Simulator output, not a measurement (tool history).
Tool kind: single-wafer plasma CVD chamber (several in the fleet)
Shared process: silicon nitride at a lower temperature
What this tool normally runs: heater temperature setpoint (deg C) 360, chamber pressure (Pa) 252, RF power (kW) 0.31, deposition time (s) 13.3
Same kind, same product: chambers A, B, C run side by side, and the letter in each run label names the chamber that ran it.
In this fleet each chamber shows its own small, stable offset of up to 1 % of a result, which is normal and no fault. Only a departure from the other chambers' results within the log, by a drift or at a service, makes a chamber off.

run  hour  heater temperature setpoint (deg C)  chamber pressure (Pa)  RF power (kW)  deposition time (s)  hours since the last thermocouple change  hours since the last RF generator calibration  hours since the last manometer calibration  read-back reference wafer on the same gauge, thickness_nm  mean film thickness on the monitor wafer (angstrom)
 1B   5.6                                  360                    252           0.31                 13.3                                    2090.3                                          120.9                                       725.3                                                     13.602                                               165.65
 2C   9.6                                  360                    252           0.31                 13.3                                     276.7                                         1097.2                                       254.4                                                       13.6                                               167.61
 3A  12.9                                  360                    252           0.31                 13.3                                    1488.5                                         1106.3                                      1209.2                                                     13.607                                               167.56
 4B  18.5                                  360                    252           0.31                 13.3                                    2103.2                                          133.8                                       738.2                                                     13.598                                                166.3
 5C  23.9                                  360                    252           0.31                 13.3                                       291                                         1111.5                                       268.7                                                     13.602                                               167.63
 6A  30.5                                  360                    252           0.31                 13.3                                    1506.1                                         1123.9                                      1226.8                                                     13.598                                                  167
 7A  36.1                                  360                    252           0.31                 13.3                                    1511.7                                         1129.5                                      1232.4                                                       13.6                                               167.14
 8C    42                                  360                    252           0.31                 13.3                                     309.1                                         1129.6                                       286.8                                                     13.591                                               167.38
 9B  45.7                                  360                    252           0.31                 13.3                                    2130.4                                            161                                       765.4                                                       13.6                                               164.74
10C  49.6                                  360                    252           0.31                 14.9                                     316.7                                         1137.2                                       294.4                                                     13.593                                               187.52
11A  53.3                                  360                    252           0.31                 14.9                                    1528.9                                         1146.7                                      1249.6                                                     13.599                                               187.54
12B  56.6                                  360                    252           0.31                 14.9                                    2141.3                                          171.9                                       776.3                                                     13.604                                               183.82
13C  60.6                                  360                    252           0.31                 13.3                                     327.7                                         1148.2                                       305.4                                                     13.599                                               167.96
14A  67.2                                  360                    252           0.31                 13.3                                    1542.8                                         1160.6                                      1263.5                                                     13.595                                               167.66
15B  72.1                                  360                    252           0.31                 13.3                                    2156.8                                          187.4                                       791.8                                                     13.596                                               164.27
16C  76.9                                  360                    252           0.31                 11.7                                       344                                         1164.5                                       321.7                                                     13.598                                               147.84
17A  82.9                                  360                    252           0.31                 11.7                                    1558.5                                         1176.3                                      1279.2                                                     13.599                                               146.47
       85  -- chamber A: RF generator calibrated
18B  87.5                                  360                    252           0.31                 11.7                                    2172.2                                          202.8                                       807.2                                                     13.596                                               143.33
19C  90.8                                  360                    252           0.31                 13.3                                     357.9                                         1178.4                                       335.6                                                     13.604                                               168.14
20A  94.5                                  360                    252           0.31                 13.3                                    1570.1                                            9.6                                      1290.8                                                       13.6                                               167.22

All 3 chambers run these settings next. Forecast each chamber's results:
21A  99.4                                  360                    252           0.31                 13.3                                                                                                                                                                                                                                                    ?
21B  99.4                                  360                    252           0.31                 13.3                                                                                                                                                                                                                                                    ?
21C  99.4                                  360                    252           0.31                 13.3                                                                                                                                                                                                                                                    ?

run  mean film thickness on the monitor wafer (angstrom)
21A                                               167.25
21B                                               162.19
21C                                               167.99
